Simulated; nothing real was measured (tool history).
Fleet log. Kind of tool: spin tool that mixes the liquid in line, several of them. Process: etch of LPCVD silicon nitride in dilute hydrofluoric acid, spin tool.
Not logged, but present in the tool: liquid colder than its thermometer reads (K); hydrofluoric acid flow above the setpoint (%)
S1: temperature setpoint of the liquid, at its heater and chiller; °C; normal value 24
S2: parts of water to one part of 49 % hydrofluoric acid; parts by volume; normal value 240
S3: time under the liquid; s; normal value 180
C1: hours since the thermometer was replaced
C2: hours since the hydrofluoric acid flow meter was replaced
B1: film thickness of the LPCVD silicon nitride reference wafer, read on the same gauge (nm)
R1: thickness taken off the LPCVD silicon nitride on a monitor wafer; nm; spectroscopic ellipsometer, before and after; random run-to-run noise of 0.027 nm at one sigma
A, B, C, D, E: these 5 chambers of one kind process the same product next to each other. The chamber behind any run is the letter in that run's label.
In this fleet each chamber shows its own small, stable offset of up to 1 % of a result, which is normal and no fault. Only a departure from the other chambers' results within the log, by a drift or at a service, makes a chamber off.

Run 1A, day 0.292: usual settings; C1 414.5; C2 745.7; B1 29.985. Result: R1 0.39732 nm.
Run 2D, day 0.575: usual settings; C1 1668.3; C2 877.3; B1 29.972. Result: R1 0.39636 nm.
Run 3B, day 0.975: usual settings; C1 376.5; C2 1779.3; B1 30.002. Result: R1 0.36516 nm.
Run 4C, day 1.317: usual settings; C1 1467.4; C2 1071.8; B1 29.972. Result: R1 0.43407 nm.
Run 5E, day 1.558: usual settings; C1 460.9; C2 624.2; B1 30.008. Result: R1 0.3743 nm.
Run 6E, day 1.917: usual settings; C1 469.5; C2 632.8; B1 29.988. Result: R1 0.39344 nm.
Run 7A, day 2.162: usual settings but S2 160 parts by volume, S3 255 s; C1 459.4; C2 790.6; B1 30.061. Result: R1 0.78025 nm.
Run 8D, day 2.492: usual settings but S2 160 parts by volume, S3 255 s; C1 1714.3; C2 923.3; B1 30.005. Result: R1 0.80648 nm.
Run 9C, day 2.85: usual settings but S2 160 parts by volume, S3 255 s; C1 1504.2; C2 1108.6; B1 29.962. Result: R1 0.85116 nm.
Run 10B, day 3.162: usual settings but S2 160 parts by volume, S3 255 s; C1 429; C2 1831.8; B1 30.052. Result: R1 0.90719 nm.
Run 11D, day 3.5: usual settings but S2 160 parts by volume, S3 255 s; C1 1738.5; C2 947.5; B1 29.993. Result: R1 0.81577 nm.
Run 12E, day 3.7: usual settings; C1 512.3; C2 675.6; B1 29.977. Result: R1 0.44419 nm.
Run 13C, day 4.033: usual settings; C1 1532.6; C2 1137; B1 29.993. Result: R1 0.41255 nm.
Run 14B, day 4.45: usual settings; C1 459.9; C2 1862.7; B1 29.996. Result: R1 0.42893 nm.
Run 15A, day 4.875: usual settings; C1 524.5; C2 855.7; B1 30.049. Result: R1 0.45315 nm.
Run 16D, day 5.104: usual settings but S1 21.5 °C, S2 310 parts by volume; C1 1777; C2 986; B1 29.983. Result: R1 0.24457 nm.
Run 17B, day 5.429: usual settings but S1 21.5 °C, S2 310 parts by volume; C1 483.4; C2 1886.2; B1 30.009. Result: R1 0.27822 nm.
Run 18C, day 5.771: usual settings but S1 21.5 °C, S2 310 parts by volume; C1 1574.3; C2 1178.7; B1 30.008. Result: R1 0.22694 nm.
At day 5.958: chamber E: thermometer replaced.
Run 19A, day 6.004: usual settings but S1 21.5 °C, S2 310 parts by volume; C1 551.6; C2 882.8; B1 30.031. Result: R1 0.26808 nm.
Run 20E, day 6.4: usual settings but S1 21.5 °C, S2 310 parts by volume; C1 10.7; C2 740.4; B1 29.998. Result: R1 0.25798 nm.
Run 21A, day 6.746: usual settings; C1 569.4; C2 900.6; B1 30.026. Result: R1 0.43894 nm.
Run 22E, day 7.042: usual settings; C1 26.1; C2 755.8; B1 30.036. Result: R1 0.36544 nm.
Run 23B, day 7.467: usual settings; C1 532.3; C2 1935.1; B1 30.02. Result: R1 0.39504 nm.
Run 24C, day 7.754: usual settings; C1 1621.9; C2 1226.3; B1 29.999. Result: R1 0.37742 nm.
Run 25D, day 7.983: usual settings; C1 1846.1; C2 1055.1; B1 30.008. Result: R1 0.40728 nm.
Run 26D, day 8.246: usual settings but S2 145 parts by volume; C1 1852.4; C2 1061.4; B1 30.014. Result: R1 0.70285 nm.
Run 27B, day 8.612: usual settings but S2 145 parts by volume; C1 559.8; C2 1962.6; B1 29.972. Result: R1 0.62741 nm.
At day 8.771: chamber C: thermometer replaced.
Run 28E, day 8.833: usual settings but S2 145 parts by volume; C1 69.1; C2 798.8; B1 29.987. Result: R1 0.60255 nm.
Run 29A, day 9.208: usual settings but S2 145 parts by volume; C1 628.5; C2 959.7; B1 29.992. Result: R1 0.62089 nm.
Run 30C, day 9.571: usual settings but S2 145 parts by volume; C1 19.3; C2 1269.9; B1 29.992. Result: R1 0.70639 nm.
Run 31B, day 9.904: usual settings; C1 590.8; C2 1993.6; B1 29.971. Result: R1 0.44187 nm.
Run 32E, day 10.158: usual settings; C1 100.9; C2 830.6; B1 30.036. Result: R1 0.46081 nm.

Decide between three cases: one chamber stands off from its peers, the gauge reading all wafers drifts, or nothing is wrong past each chamber's small offset. Where a chamber is off, say which and what most likely put it there.

The fleet is healthy, with each chamber sitting at its usual small offset and no drift in the gauge.
